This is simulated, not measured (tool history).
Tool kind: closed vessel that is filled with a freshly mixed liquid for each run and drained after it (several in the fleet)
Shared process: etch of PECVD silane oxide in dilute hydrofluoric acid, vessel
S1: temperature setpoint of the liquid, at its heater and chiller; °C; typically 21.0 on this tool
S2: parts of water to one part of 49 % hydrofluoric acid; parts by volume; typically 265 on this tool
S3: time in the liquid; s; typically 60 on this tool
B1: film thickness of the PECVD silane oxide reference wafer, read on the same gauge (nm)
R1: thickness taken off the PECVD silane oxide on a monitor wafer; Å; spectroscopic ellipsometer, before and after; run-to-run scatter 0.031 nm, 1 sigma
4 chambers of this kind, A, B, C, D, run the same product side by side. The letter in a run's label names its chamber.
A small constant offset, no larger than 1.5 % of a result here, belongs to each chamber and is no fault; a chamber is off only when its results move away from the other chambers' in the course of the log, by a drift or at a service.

Run 1B, day 0.146: usual settings; B1 69.961. Result: R1 83.407 Å.
Run 2A, day 0.342: usual settings; B1 70.010. Result: R1 84.429 Å.
Run 3D, day 0.492: usual settings; B1 70.000. Result: R1 84.709 Å.
Run 4C, day 0.612: usual settings; B1 70.023. Result: R1 83.480 Å.
Run 5A, day 0.754: usual settings; B1 70.004. Result: R1 84.075 Å.
Run 6B, day 0.958: usual settings; B1 70.001. Result: R1 83.628 Å.
Run 7D, day 1.133: usual settings; B1 69.982. Result: R1 86.066 Å.
Run 8C, day 1.242: usual settings; B1 69.988. Result: R1 84.365 Å.
Run 9B, day 1.388: usual settings but S1 23.5 °C, S2 180 parts by volume; B1 69.995. Result: R1 146.730 Å.
Run 10C, day 1.575: usual settings but S1 23.5 °C, S2 180 parts by volume; B1 70.009. Result: R1 148.250 Å.
Run 11A, day 1.688: usual settings but S1 23.5 °C, S2 180 parts by volume; B1 69.998. Result: R1 147.540 Å.
Run 12D, day 1.842: usual settings but S1 23.5 °C, S2 180 parts by volume; B1 69.998. Result: R1 151.620 Å.
Run 13D, day 1.958: usual settings; B1 70.027. Result: R1 87.178 Å.
Run 14C, day 2.088: usual settings; B1 69.999. Result: R1 84.101 Å.
Run 15B, day 2.225: usual settings; B1 69.976. Result: R1 83.677 Å.
Run 16A, day 2.333: usual settings; B1 70.016. Result: R1 83.896 Å.
Run 17A, day 2.479: usual settings but S3 75 s; B1 69.990. Result: R1 105.130 Å.
Run 18D, day 2.617: usual settings but S3 75 s; B1 70.045. Result: R1 108.380 Å.
Run 19B, day 2.771: usual settings but S3 75 s; B1 69.995. Result: R1 103.730 Å.
Run 20C, day 2.900: usual settings but S3 75 s; B1 70.005. Result: R1 104.390 Å.
Run 21B, day 3.012: usual settings; B1 70.059. Result: R1 83.344 Å.
Run 22C, day 3.175: usual settings; B1 70.011. Result: R1 84.050 Å.
Run 23D, day 3.288: usual settings; B1 69.998. Result: R1 88.531 Å.
Run 24A, day 3.467: usual settings; B1 69.979. Result: R1 84.789 Å.
Run 25D, day 3.575: usual settings; B1 69.975. Result: R1 88.452 Å.

For the next run the whole fleet of 4 chambers uses the same settings. Give each chamber's results:
Run 26A, day 3.738: usual settings but S1 17.0 °C. Result: R1 ?.
Run 26B, day 3.738: usual settings but S1 17.0 °C. Result: R1 ?.
Run 26C, day 3.738: usual settings but S1 17.0 °C. Result: R1 ?.
Run 26D, day 3.738: usual settings but S1 17.0 °C. Result: R1 ?.

run      R1
26A  73.039
26B  72.042
26C  71.913
26D  76.312
